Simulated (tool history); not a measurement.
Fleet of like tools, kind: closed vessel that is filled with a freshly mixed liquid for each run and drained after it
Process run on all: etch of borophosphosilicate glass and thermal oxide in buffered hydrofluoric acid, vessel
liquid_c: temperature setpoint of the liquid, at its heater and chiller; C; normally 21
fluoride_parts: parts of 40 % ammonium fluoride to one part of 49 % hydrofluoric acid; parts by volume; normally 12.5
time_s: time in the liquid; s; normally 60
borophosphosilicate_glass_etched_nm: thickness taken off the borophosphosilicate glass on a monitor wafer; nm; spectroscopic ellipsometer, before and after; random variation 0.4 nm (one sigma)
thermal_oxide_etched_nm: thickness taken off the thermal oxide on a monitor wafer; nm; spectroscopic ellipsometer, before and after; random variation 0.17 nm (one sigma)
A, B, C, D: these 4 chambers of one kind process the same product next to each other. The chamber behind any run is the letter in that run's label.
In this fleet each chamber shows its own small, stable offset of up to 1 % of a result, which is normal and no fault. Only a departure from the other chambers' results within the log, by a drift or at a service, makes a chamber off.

run   hour  liquid_c  fluoride_parts  time_s  hours since the thermometer was replaced  hours since the hydrofluoric acid flow meter was replaced  read-back film thickness of the borophosphosilicate glass reference wafer, read on the same gauge (nm)  read-back film thickness of the thermal oxide reference wafer, read on the same gauge (nm)  borophosphosilicate_glass_etched_nm  thermal_oxide_etched_nm
 1C    8.7        21            12.5      60                                    1824.8                                                      318.6                                                                                                  79.921                                                                                      90.022                                 72.8                   48.205
 2B   19.1        21            12.5      60                                     999.7                                                      246.7                                                                                                  79.955                                                                                      89.963                               71.944                   48.641
 3A   26.9        21            12.5      60                                    1630.6                                                      994.3                                                                                                   79.95                                                                                      89.988                               71.157                   48.519
      28.4  -- chamber B: thermometer replaced
 4D   33.9        21            12.5      60                                     118.8                                                     1768.7                                                                                                  80.068                                                                                      90.043                               70.981                   48.347
 5D   41.3        21            12.5      60                                     126.2                                                     1776.1                                                                                                   79.99                                                                                      90.005                               71.467                   48.391
 6A   50.4        21            12.5      60                                    1654.1                                                     1017.8                                                                                                  79.959                                                                                      90.031                               71.491                   48.389
 7C   61.3        21            12.5      60                                    1877.4                                                      371.2                                                                                                  79.997                                                                                      89.994                               72.554                   48.013
 8B   68.2        21            12.5      60                                      39.9                                                      295.8                                                                                                  80.006                                                                                      89.977                               71.959                   48.601
 9C   76.6        17              16      60                                    1892.7                                                      386.5                                                                                                  79.979                                                                                      90.005                               45.662                   30.104
10D   84.6        17              16      60                                     169.5                                                     1819.4                                                                                                  80.026                                                                                      89.993                                44.83                    30.33
11B   92.1        17              16      60                                      63.8                                                      319.7                                                                                                  80.008                                                                                      90.004                               45.131                   30.642
12A    105        17              16      60                                    1708.7                                                     1072.4                                                                                                  79.999                                                                                      90.018                               44.239                   30.365
13D  113.3        17            16.5      60                                     198.2                                                     1848.1                                                                                                  79.998                                                                                      89.997                               43.481                    29.48
14A  122.2        17            16.5      60                                    1725.9                                                     1089.6                                                                                                  79.968                                                                                      89.997                                43.24                   29.319
15B  133.7        17            16.5      60                                     105.4                                                      361.3                                                                                                  80.005                                                                                       89.98                               43.469                   29.443
16C  143.3        17            16.5      60                                    1959.4                                                      453.2                                                                                                   80.03                                                                                      89.986                               43.723                   29.202
17C  155.6        21               8      45                                    1971.7                                                      465.5                                                                                                   79.99                                                                                      90.003                               83.089                   55.082
18D  162.9        21               8      45                                     247.8                                                     1897.7                                                                                                  79.986                                                                                      89.997                               81.826                   54.706
19A  175.8        21               8      45                                    1779.5                                                     1143.2                                                                                                  80.002                                                                                      89.992                               81.141                   55.832
20B  184.4        21               8      45                                     156.1                                                        412                                                                                                   80.02                                                                                      90.013                               82.415                   55.665
21A  190.2        21            12.5      60                                    1793.9                                                     1157.6                                                                                                  80.001                                                                                      89.981                               70.908                   48.198
22C  196.7        21            12.5      60                                    2012.8                                                      506.6                                                                                                   80.04                                                                                      90.022                               72.622                   48.361
23D  209.1        21             9.5      60                                       294                                                     1943.9                                                                                                  79.992                                                                                      89.961                               92.851                    62.53
24B  215.6        21             9.5      60                                     187.3                                                      443.2                                                                                                  79.963                                                                                      90.007                               93.738                   62.624
25B  228.2        21             9.5      60                                     199.9                                                      455.8                                                                                                  79.985                                                                                      90.001                               92.367                   62.478
26D  239.5        21             9.5      60                                     324.4                                                     1974.3                                                                                                  80.029                                                                                      89.984                               92.426                   62.261

Next, every chamber runs the same settings. What will each give?
27A  249.1        21            12.5      60                                                                                                                                                                                                                                                                                                                                             ?                        ?
27B  249.1        21            12.5      60                                                                                                                                                                                                                                                                                                                                             ?                        ?
27C  249.1        21            12.5      60                                                                                                                                                                                                                                                                                                                                             ?                        ?
27D  249.1        21            12.5      60                                                                                                                                                                                                                                                                                                                                             ?                        ?

run  borophosphosilicate_glass_etched_nm  thermal_oxide_etched_nm
27A                               71.187                   48.443
27B                               71.481                   49.035
27C                               72.723                   48.498
27D                               71.564                   48.295
